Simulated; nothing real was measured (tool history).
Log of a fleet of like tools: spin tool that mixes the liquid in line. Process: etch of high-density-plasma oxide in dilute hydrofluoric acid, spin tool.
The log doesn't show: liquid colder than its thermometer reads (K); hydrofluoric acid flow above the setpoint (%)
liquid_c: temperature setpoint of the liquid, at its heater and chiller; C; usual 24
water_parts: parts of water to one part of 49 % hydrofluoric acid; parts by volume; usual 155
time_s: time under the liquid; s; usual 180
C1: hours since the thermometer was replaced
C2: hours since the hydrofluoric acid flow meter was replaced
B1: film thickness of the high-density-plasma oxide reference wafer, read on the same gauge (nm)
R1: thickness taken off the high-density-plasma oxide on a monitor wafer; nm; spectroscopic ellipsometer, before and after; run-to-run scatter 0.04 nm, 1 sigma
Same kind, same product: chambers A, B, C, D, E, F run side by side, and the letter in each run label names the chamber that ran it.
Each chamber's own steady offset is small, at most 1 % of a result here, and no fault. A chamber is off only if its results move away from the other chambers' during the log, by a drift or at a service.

Run 1E, hour 6.1: usual settings; C1 1172.6; C2 1791.3; B1 150.01. Result: R1 5.6266 nm.
Run 2A, hour 14.8: usual settings; C1 142.6; C2 406.5; B1 150.00. Result: R1 5.6491 nm.
Run 3C, hour 26.0: usual settings; C1 32.9; C2 561.5; B1 150.00. Result: R1 5.6491 nm.
Run 4B, hour 37.0: usual settings; C1 1356.4; C2 93.2; B1 149.93. Result: R1 5.7430 nm.
Run 5D, hour 49.3: usual settings but water_parts 115 parts by volume; C1 371.7; C2 906.7; B1 150.01. Result: R1 7.9548 nm.
Run 6F, hour 59.4: usual settings but water_parts 115 parts by volume; C1 1607.4; C2 391.7; B1 149.98. Result: R1 7.9064 nm.
Run 7C, hour 67.1: usual settings but water_parts 115 parts by volume; C1 74.0; C2 602.6; B1 150.02. Result: R1 7.9878 nm.
Run 8E, hour 77.6: usual settings but water_parts 115 parts by volume; C1 1244.1; C2 1862.8; B1 150.01. Result: R1 7.9860 nm.
Run 9D, hour 86.2: usual settings but water_parts 115 parts by volume; C1 408.6; C2 943.6; B1 149.97. Result: R1 7.9916 nm.
Run 10F, hour 92.9: usual settings but water_parts 115 parts by volume; C1 1640.9; C2 425.2; B1 150.00. Result: R1 7.8347 nm.
Run 11B, hour 102.4: usual settings; C1 1421.8; C2 158.6; B1 150.00. Result: R1 5.6505 nm.
Run 12A, hour 114.0: usual settings; C1 241.8; C2 505.7; B1 150.04. Result: R1 5.6156 nm.
Run 13A, hour 120.9: usual settings; C1 248.7; C2 512.6; B1 150.03. Result: R1 5.6421 nm.
Run 14D, hour 133.7: usual settings; C1 456.1; C2 991.1; B1 149.98. Result: R1 5.6492 nm.
Run 15F, hour 145.5: usual settings; C1 1693.5; C2 477.8; B1 149.99. Result: R1 5.6032 nm.
Run 16E, hour 156.2: usual settings; C1 1322.7; C2 1941.4; B1 150.00. Result: R1 5.6197 nm.
Run 17B, hour 163.9: usual settings; C1 1483.3; C2 220.1; B1 150.01. Result: R1 5.6537 nm.
Run 18C, hour 169.9: usual settings; C1 176.8; C2 705.4; B1 149.96. Result: R1 5.6217 nm.
Run 19E, hour 179.7: usual settings; C1 1346.2; C2 1964.9; B1 150.01. Result: R1 5.6347 nm.
Run 20C, hour 191.7: usual settings; C1 198.6; C2 727.2; B1 150.01. Result: R1 5.6266 nm.
Run 21B, hour 198.7: usual settings; C1 1518.1; C2 254.9; B1 150.00. Result: R1 5.7399 nm.
Run 22D, hour 206.4: usual settings; C1 528.8; C2 1063.8; B1 150.01. Result: R1 5.6561 nm.
At hour 208.7: chamber F: hydrofluoric acid flow meter replaced.
Run 23F, hour 213.0: usual settings; C1 1761.0; C2 4.3; B1 149.95. Result: R1 5.6342 nm.
Run 24A, hour 220.1: usual settings; C1 347.9; C2 611.8; B1 149.98. Result: R1 5.5467 nm.
At hour 229.0: chamber E: hydrofluoric acid flow meter replaced.
Run 25E, hour 231.6: usual settings but time_s 285 s; C1 1398.1; C2 2.7; B1 149.97. Result: R1 8.9343 nm.
Run 26A, hour 237.5: usual settings but time_s 285 s; C1 365.3; C2 629.2; B1 150.08. Result: R1 8.8024 nm.
Run 27F, hour 250.0: usual settings but time_s 285 s; C1 1798.0; C2 41.3; B1 150.02. Result: R1 8.8997 nm.
Run 28C, hour 261.7: usual settings but time_s 285 s; C1 268.6; C2 797.2; B1 149.96. Result: R1 8.9303 nm.
Run 29B, hour 270.3: usual settings but time_s 285 s; C1 1589.7; C2 326.5; B1 149.98. Result: R1 9.0936 nm.
Run 30D, hour 277.1: usual settings but time_s 285 s; C1 599.5; C2 1134.5; B1 150.02. Result: R1 8.9248 nm.
At hour 284.0: chamber B: thermometer replaced.
Run 31B, hour 288.2: usual settings; C1 4.3; C2 344.4; B1 149.98. Result: R1 5.7242 nm.
Run 32D, hour 300.8: usual settings; C1 623.2; C2 1158.2; B1 149.98. Result: R1 5.6817 nm.
Run 33E, hour 307.4: usual settings; C1 1473.9; C2 78.5; B1 149.98. Result: R1 5.5340 nm.
Run 34F, hour 314.7: usual settings; C1 1862.7; C2 106.0; B1 150.01. Result: R1 5.7057 nm.
Run 35C, hour 324.7: usual settings; C1 331.6; C2 860.2; B1 150.04. Result: R1 5.6590 nm.
Run 36A, hour 333.8: usual settings; C1 461.6; C2 725.5; B1 150.01. Result: R1 5.4745 nm.
Run 37C, hour 344.4: usual settings; C1 351.3; C2 879.9; B1 150.02. Result: R1 5.5992 nm.
Run 38A, hour 356.4: usual settings; C1 484.2; C2 748.1; B1 150.00. Result: R1 5.4761 nm.
At hour 359.8: chamber E: thermometer replaced.
Run 39E, hour 363.2: usual settings; C1 3.5; C2 134.3; B1 149.96. Result: R1 5.7090 nm.
Run 40B, hour 375.0: usual settings; C1 91.1; C2 431.2; B1 149.95. Result: R1 5.7361 nm.
Run 41D, hour 383.1: usual settings; C1 705.5; C2 1240.5; B1 149.99. Result: R1 5.6872 nm.
Run 42F, hour 391.8: usual settings; C1 1939.8; C2 183.1; B1 149.96. Result: R1 5.5641 nm.
Run 43A, hour 399.1: usual settings; C1 526.9; C2 790.8; B1 150.03. Result: R1 5.4329 nm.
Run 44C, hour 409.8: usual settings but liquid_c 20 C; C1 416.7; C2 945.3; B1 150.02. Result: R1 4.7915 nm.

Does one chamber stand apart from the rest, does the shared gauge drift, or is all well apart from small per-chamber offsets? Give the chamber and the most likely cause, where there is one.

One chamber, A, drifts off from the rest bit by bit.
Likeliest cause: liquid colder than its thermometer reads (K) = 1.18.
With only this log, it may be confused with: hydrofluoric acid flow below the setpoint (%).

Below are 4 candidate recipes for chamber A's next run, each the usual settings with a change, their results shown as question marks. Which of them brings A's results back in line with what the other chambers give on the usual settings?
Allowed miss from the other chambers' usual-settings mean, per result, to count as in line: R1 0.1400 nm
Run 45A-1, hour 418.9: usual settings but water_parts 160 parts by volume, time_s 170 s. Result: R1 ?.
Run 45A-2, hour 418.9: usual settings but water_parts 160 parts by volume. Result: R1 ?.
Run 45A-3, hour 418.9: usual settings but liquid_c 25 C. Result: R1 ?.
Run 45A-4, hour 418.9: usual settings but time_s 195 s. Result: R1 ?.

What the other chambers average on the usual settings: R1 5.6691 nm
  run      R1
45A-1  4.9542
45A-2  5.2456
45A-3  5.6512
45A-4  5.8963
The right change is 45A-3: it brings the chamber back within the allowed miss of the others.
